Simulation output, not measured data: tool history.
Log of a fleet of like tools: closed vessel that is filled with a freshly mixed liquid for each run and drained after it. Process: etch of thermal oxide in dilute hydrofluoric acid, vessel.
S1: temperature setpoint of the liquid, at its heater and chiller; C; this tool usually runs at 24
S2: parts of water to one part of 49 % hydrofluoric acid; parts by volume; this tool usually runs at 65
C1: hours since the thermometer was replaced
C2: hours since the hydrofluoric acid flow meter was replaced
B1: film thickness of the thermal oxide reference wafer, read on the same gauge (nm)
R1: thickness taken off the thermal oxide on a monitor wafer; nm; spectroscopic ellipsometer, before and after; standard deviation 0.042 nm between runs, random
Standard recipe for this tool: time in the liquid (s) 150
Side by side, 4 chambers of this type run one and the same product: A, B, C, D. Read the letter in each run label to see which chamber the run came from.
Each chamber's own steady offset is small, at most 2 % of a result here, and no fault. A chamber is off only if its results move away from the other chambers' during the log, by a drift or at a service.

{"run": "1D", "day": 0.421, "S1": 24, "S2": 65, "time in the liquid (s)": 150, "C1": 1103.4, "C2": 232.3, "B1": 59.987, "R1": 11.181}
{"run": "2A", "day": 0.871, "S1": 24, "S2": 65, "time in the liquid (s)": 150, "C1": 2580.1, "C2": 856.6, "B1": 60.004, "R1": 11.458}
{"day": 1.012, "done": "chamber A: thermometer replaced"}
{"run": "3C", "day": 1.329, "S1": 24, "S2": 65, "time in the liquid (s)": 150, "C1": 788.2, "C2": 1709.1, "B1": 59.975, "R1": 11.22}
{"run": "4B", "day": 1.612, "S1": 24, "S2": 65, "time in the liquid (s)": 150, "C1": 991.3, "C2": 1738.5, "B1": 59.973, "R1": 11.265}
{"run": "5D", "day": 2.058, "S1": 24, "S2": 65, "time in the liquid (s)": 150, "C1": 1142.7, "C2": 271.6, "B1": 60.023, "R1": 11.181}
{"run": "6A", "day": 2.446, "S1": 24, "S2": 35, "time in the liquid (s)": 60, "C1": 34.4, "C2": 894.4, "B1": 60.003, "R1": 8.6797}
{"run": "7C", "day": 3.046, "S1": 24, "S2": 35, "time in the liquid (s)": 60, "C1": 829.4, "C2": 1750.3, "B1": 59.989, "R1": 8.7358}
{"run": "8B", "day": 3.392, "S1": 24, "S2": 35, "time in the liquid (s)": 60, "C1": 1034, "C2": 1781.2, "B1": 60.006, "R1": 8.7484}
{"run": "9A", "day": 3.742, "S1": 24, "S2": 35, "time in the liquid (s)": 60, "C1": 65.5, "C2": 925.5, "B1": 59.983, "R1": 8.674}
{"run": "10C", "day": 4.175, "S1": 24, "S2": 65, "time in the liquid (s)": 150, "C1": 856.5, "C2": 1777.4, "B1": 60.035, "R1": 11.205}
{"day": 4.579, "done": "chamber B: hydrofluoric acid flow meter replaced"}
{"run": "11D", "day": 4.621, "S1": 24, "S2": 45, "time in the liquid (s)": 150, "C1": 1204.2, "C2": 333.1, "B1": 59.987, "R1": 16.485}
{"run": "12B", "day": 4.946, "S1": 24, "S2": 45, "time in the liquid (s)": 150, "C1": 1071.3, "C2": 8.9, "B1": 60.053, "R1": 16.78}
{"run": "13D", "day": 5.538, "S1": 24, "S2": 45, "time in the liquid (s)": 150, "C1": 1226.2, "C2": 355.1, "B1": 60.01, "R1": 16.54}
{"run": "14B", "day": 5.883, "S1": 24, "S2": 45, "time in the liquid (s)": 150, "C1": 1093.8, "C2": 31.4, "B1": 60.012, "R1": 16.644}
{"day": 5.95, "done": "chamber D: thermometer replaced"}
{"run": "15C", "day": 6.4, "S1": 24, "S2": 65, "time in the liquid (s)": 150, "C1": 909.9, "C2": 1830.8, "B1": 59.997, "R1": 11.271}
{"run": "16A", "day": 6.992, "S1": 24, "S2": 65, "time in the liquid (s)": 150, "C1": 143.5, "C2": 1003.5, "B1": 59.991, "R1": 11.383}
{"run": "17C", "day": 7.358, "S1": 24, "S2": 50, "time in the liquid (s)": 150, "C1": 932.9, "C2": 1853.8, "B1": 59.981, "R1": 14.885}
{"run": "18B", "day": 7.667, "S1": 24, "S2": 50, "time in the liquid (s)": 150, "C1": 1136.6, "C2": 74.2, "B1": 60.008, "R1": 14.913}
{"run": "19D", "day": 7.938, "S1": 24, "S2": 50, "time in the liquid (s)": 150, "C1": 47.7, "C2": 412.7, "B1": 59.983, "R1": 14.753}
{"run": "20A", "day": 8.429, "S1": 24, "S2": 50, "time in the liquid (s)": 150, "C1": 178, "C2": 1038, "B1": 59.983, "R1": 15.048}
{"run": "21B", "day": 8.979, "S1": 24, "S2": 65, "time in the liquid (s)": 150, "C1": 1168.1, "C2": 105.7, "B1": 59.978, "R1": 11.18}
{"run": "22A", "day": 9.421, "S1": 24, "S2": 50, "time in the liquid (s)": 120, "C1": 201.8, "C2": 1061.8, "B1": 59.995, "R1": 12.078}
{"run": "23D", "day": 9.858, "S1": 24, "S2": 50, "time in the liquid (s)": 120, "C1": 93.8, "C2": 458.8, "B1": 60.04, "R1": 11.747}
{"run": "24C", "day": 10.15, "S1": 24, "S2": 50, "time in the liquid (s)": 120, "C1": 999.9, "C2": 1920.8, "B1": 60.031, "R1": 11.865}
{"run": "25D", "day": 10.562, "S1": 24, "S2": 50, "time in the liquid (s)": 120, "C1": 110.7, "C2": 475.7, "B1": 60.006, "R1": 11.704}
{"run": "26B", "day": 10.883, "S1": 24, "S2": 65, "time in the liquid (s)": 150, "C1": 1213.8, "C2": 151.4, "B1": 60.023, "R1": 11.162}
{"run": "27C", "day": 11.408, "S1": 24, "S2": 65, "time in the liquid (s)": 150, "C1": 1030.1, "C2": 1951, "B1": 60.012, "R1": 11.301}
{"run": "28A", "day": 11.804, "S1": 24, "S2": 65, "time in the liquid (s)": 150, "C1": 259, "C2": 1119, "B1": 60.028, "R1": 11.414}
{"run": "29D", "day": 12.342, "S1": 24, "S2": 65, "time in the liquid (s)": 150, "C1": 153.4, "C2": 518.4, "B1": 59.996, "R1": 11.186}
{"run": "30B", "day": 12.829, "S1": 24, "S2": 65, "time in the liquid (s)": 150, "C1": 1260.5, "C2": 198.1, "B1": 59.986, "R1": 11.187}
{"run": "31A", "day": 13.325, "S1": 24, "S2": 65, "time in the liquid (s)": 150, "C1": 295.5, "C2": 1155.5, "B1": 59.972, "R1": 11.455}
{"run": "32C", "day": 13.65, "S1": 24, "S2": 65, "time in the liquid (s)": 150, "C1": 1083.9, "C2": 2004.8, "B1": 60.001, "R1": 11.27}
{"run": "33B", "day": 13.925, "S1": 24, "S2": 65, "time in the liquid (s)": 150, "C1": 1286.8, "C2": 224.4, "B1": 59.956, "R1": 11.126}
{"run": "34C", "day": 14.262, "S1": 24, "S2": 65, "time in the liquid (s)": 150, "C1": 1098.6, "C2": 2019.5, "B1": 60.015, "R1": 11.225}
{"run": "35D", "day": 14.671, "S1": 24, "S2": 65, "time in the liquid (s)": 150, "C1": 209.3, "C2": 574.3, "B1": 60.055, "R1": 11.244}
{"run": "36A", "day": 15.042, "S1": 24, "S2": 65, "time in the liquid (s)": 150, "C1": 336.7, "C2": 1196.7, "B1": 60.014, "R1": 11.472}
{"run": "37D", "day": 15.325, "S1": 24, "S2": 65, "time in the liquid (s)": 150, "C1": 225, "C2": 590, "B1": 59.962, "R1": 11.12}

One chamber off, gauge drift, or nothing amiss beyond the chambers' own small offsets? If it is a chamber, which one, and what is the likeliest cause?

No chamber stands off beyond its own small offset, and the gauge holds steady.
